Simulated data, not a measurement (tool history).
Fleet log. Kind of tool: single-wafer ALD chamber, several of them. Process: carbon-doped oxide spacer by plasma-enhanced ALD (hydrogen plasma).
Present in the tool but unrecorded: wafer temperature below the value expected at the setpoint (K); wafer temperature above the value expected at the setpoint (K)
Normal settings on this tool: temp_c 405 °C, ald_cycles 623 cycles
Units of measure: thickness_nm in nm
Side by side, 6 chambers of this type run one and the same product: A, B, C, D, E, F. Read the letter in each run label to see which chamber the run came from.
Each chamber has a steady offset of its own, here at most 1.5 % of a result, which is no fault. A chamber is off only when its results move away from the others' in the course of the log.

run	hour	temp_c	ald_cycles	hours since the last thermocouple change	read-back reference wafer on the same gauge, thickness_nm	thickness_nm
1B	6.3	405	623	397.4	29.816	30.725
2D	18.8	405	623	775.9	29.801	30.836
3F	25.3	405	623	2577.1	29.805	31.086
# hour 32.5: chamber F: thermocouple changed; heater temperature recalibrated
4E	37.6	405	623	1471.9	29.828	31.043
5C	49.7	405	623	1578.8	29.83	30.673
6A	61.8	405	563	1271.4	29.825	27.692
7B	72.8	405	563	463.9	29.834	27.733
8C	80.4	405	563	1609.5	29.845	27.663
9A	90.9	405	563	1300.5	29.846	27.752
10F	102.1	405	563	69.6	29.853	28.081
11D	109.4	405	563	866.5	29.858	27.938
12E	117.4	405	623	1551.7	29.86	31.055
13C	126.6	405	623	1655.7	29.862	30.675
14B	139.1	405	623	530.2	29.874	30.703
15D	149.8	392	515	906.9	29.874	25.966
16A	156.3	392	515	1365.9	29.873	25.767
17E	166	392	515	1600.3	29.883	26.075
18F	172.4	392	515	139.9	29.891	26.074
19E	178.5	392	515	1612.8	29.881	26.073
20D	186.2	392	515	943.3	29.903	25.903
21A	192.9	405	623	1402.5	29.891	30.775
22B	205	405	623	596.1	29.899	30.85
23C	215.7	405	623	1744.8	29.901	30.722
24F	228.5	405	623	196	29.913	31.206
25D	239.2	405	623	996.3	29.923	30.995
26A	251.4	405	623	1461	29.929	30.89
27F	262.3	405	623	229.8	29.92	31.169
28E	269.1	405	623	1703.4	29.933	31.065
29C	281	405	623	1810.1	29.928	30.818
30B	291.7	405	623	682.8	29.93	30.837
31F	298.4	405	623	265.9	29.93	31.184
# hour 308.1: chamber D: thermocouple changed; heater temperature recalibrated
32B	309.8	405	623	700.9	29.94	30.816
33C	323.3	405	623	1852.4	29.956	30.818
34A	330.6	405	623	1540.2	29.949	30.802
35E	339.5	416	559	1773.8	29.956	27.054
36D	349.3	416	559	41.2	29.961	26.928
37B	355.8	416	559	746.9	29.966	26.782
38D	367.3	416	559	59.2	29.968	26.965
39E	375.2	416	559	1809.5	29.987	27.037
40F	385.5	416	559	353	29.982	27.063

Which is it: a chamber that has drifted or been left off by a service, a gauge drift common to all chambers, or only each chamber's usual small offset? If a chamber is off, name it and its likeliest cause.

No chamber is off; the gauge reading every chamber's wafers drifts, which makes the whole fleet appear to move together.
Likeliest cause: gauge reads high (%) = 0.636.
